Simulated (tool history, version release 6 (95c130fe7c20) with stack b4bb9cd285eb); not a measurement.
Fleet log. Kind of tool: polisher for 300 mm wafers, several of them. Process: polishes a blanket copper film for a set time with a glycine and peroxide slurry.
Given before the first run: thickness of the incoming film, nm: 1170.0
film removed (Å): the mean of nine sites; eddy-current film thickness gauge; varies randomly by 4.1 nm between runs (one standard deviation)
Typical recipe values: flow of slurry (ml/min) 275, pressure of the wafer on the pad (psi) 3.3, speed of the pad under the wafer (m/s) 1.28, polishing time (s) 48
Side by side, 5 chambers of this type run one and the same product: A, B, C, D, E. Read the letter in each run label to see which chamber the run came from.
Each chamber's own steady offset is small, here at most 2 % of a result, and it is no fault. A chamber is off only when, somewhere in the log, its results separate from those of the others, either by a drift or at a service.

run   hour  flow of slurry (ml/min)  pressure of the wafer on the pad (psi)  speed of the pad under the wafer (m/s)  polishing time (s)  wafers polished on this pad  hours since the slurry nozzle was cleaned  hours since the head pressure was calibrated  film removed (Å)
       2.1  -- chamber C: worn pad replaced by a new one
 1B    6.6                      275                                     3.3                                    1.28                  48                          529                                      209.0                                          32.4            3452.5
      13.6  -- chamber B: slurry nozzle cleaned
 2E   13.6                      275                                     3.3                                    1.28                  48                          782                                      248.7                                          55.0            3495.4
      17.1  -- chamber B: worn pad replaced by a new one
 3D   20.1                      275                                     3.3                                    1.28                  48                          912                                       47.6                                         174.3            3522.2
      24.9  -- chamber A: worn pad replaced by a new one
 4C   26.0                      275                                     3.3                                    1.28                  48                          245                                      656.9                                          83.9            3516.7
 5A   32.9                      275                                     3.3                                    1.28                  37                           82                                       87.0                                         418.0            2698.7
 6C   37.1                      275                                     3.3                                    1.28                  37                          358                                      668.0                                          95.0            2652.1
      40.4  -- chamber E: worn pad replaced by a new one
 7D   43.9                      275                                     3.3                                    1.28                  37                         1156                                       71.4                                         198.1            2706.2
 8A   47.5                      275                                     3.3                                    1.28                  37                          231                                      101.6                                         432.6            2787.9
 9E   53.7                      275                                     3.3                                    1.28                  37                          136                                      288.8                                          95.1            2663.9
10B   58.1                      275                                     3.3                                    1.28                  48                          419                                       44.5                                          83.9            3535.3
11A   63.5                      275                                     3.3                                    1.28                  48                          395                                      117.6                                         448.6            3533.2
12C   67.3                      275                                     3.3                                    1.28                  48                          667                                      698.2                                         125.2            3500.2
      70.2  -- chamber B: worn pad replaced by a new one
13B   70.8                      275                                     3.3                                    1.28                  48                            7                                       57.2                                          96.6            3467.7
14D   77.8                      275                                     3.3                                    1.28                  48                         1503                                      105.3                                         232.0            3428.1
      82.0  -- chamber C: slurry nozzle cleaned
15E   83.9                      275                                     3.3                                    1.28                  48                          445                                      319.0                                         125.3            3582.1
      87.8  -- chamber D: worn pad replaced by a new one
16E   89.4                      275                                     3.3                                    1.28                  48                          502                                      324.5                                         130.8            3468.3
      93.0  -- chamber A: worn pad replaced by a new one
17A   93.6                      275                                     3.3                                    1.28                  48                            6                                      147.7                                         478.7            3552.5
18B   97.1                      275                                     3.3                                    1.28                  57                          276                                       83.5                                         122.9            4207.7
19C  100.5                      275                                     3.3                                    1.28                  57                         1007                                       18.6                                         158.4            4191.4
20D  106.5                      275                                     3.3                                    1.28                  57                          191                                      134.0                                         260.7            4173.2
     110.8  -- chamber C: worn pad replaced by a new one
21C  110.8                      275                                     3.3                                    1.28                  57                            0                                       28.9                                         168.7            4173.9
22E  116.7                      275                                     3.3                                    1.28                  57                          781                                      351.8                                         158.1            4114.8
     117.5  -- chamber B: worn pad replaced by a new one
23B  120.1                      275                                     3.3                                    1.28                  48                           26                                      106.5                                         145.9            3489.9
24D  126.9                      275                                     3.3                                    1.28                  48                          400                                      154.4                                         281.1            3490.1
25A  134.0                      275                                     3.3                                    1.28                  48                          419                                      188.1                                         519.1            3628.6
26D  140.4                      275                                     3.3                                    1.28                  48                          538                                      167.9                                         294.6            3437.9
     140.6  -- chamber E: slurry nozzle cleaned
27E  147.3                      275                                     3.3                                    1.28                  48                         1094                                        6.8                                         188.7            3493.2
28C  153.1                      275                                     3.3                                    1.28                  48                          433                                       71.2                                         211.0            3491.6
29B  160.2                      275                                     3.3                                    1.28                  48                          437                                      146.6                                         186.0            3472.6
30A  164.1                      275                                     3.3                                    1.28                  48                          727                                      218.2                                         549.2            3490.2

The same settings go to every chamber for the next run, one line per chamber below. Forecast the results for each:
31A  169.2                      275                                     3.3                                    1.28                  48                                                                                                                                       ?
31B  169.2                      275                                     3.3                                    1.28                  48                                                                                                                                       ?
31C  169.2                      275                                     3.3                                    1.28                  48                                                                                                                                       ?
31D  169.2                      275                                     3.3                                    1.28                  48                                                                                                                                       ?
31E  169.2                      275                                     3.3                                    1.28                  48                                                                                                                                       ?

run  film removed (Å)
31A            3626.6
31B            3522.1
31C            3468.4
31D            3503.2
31E            3577.4

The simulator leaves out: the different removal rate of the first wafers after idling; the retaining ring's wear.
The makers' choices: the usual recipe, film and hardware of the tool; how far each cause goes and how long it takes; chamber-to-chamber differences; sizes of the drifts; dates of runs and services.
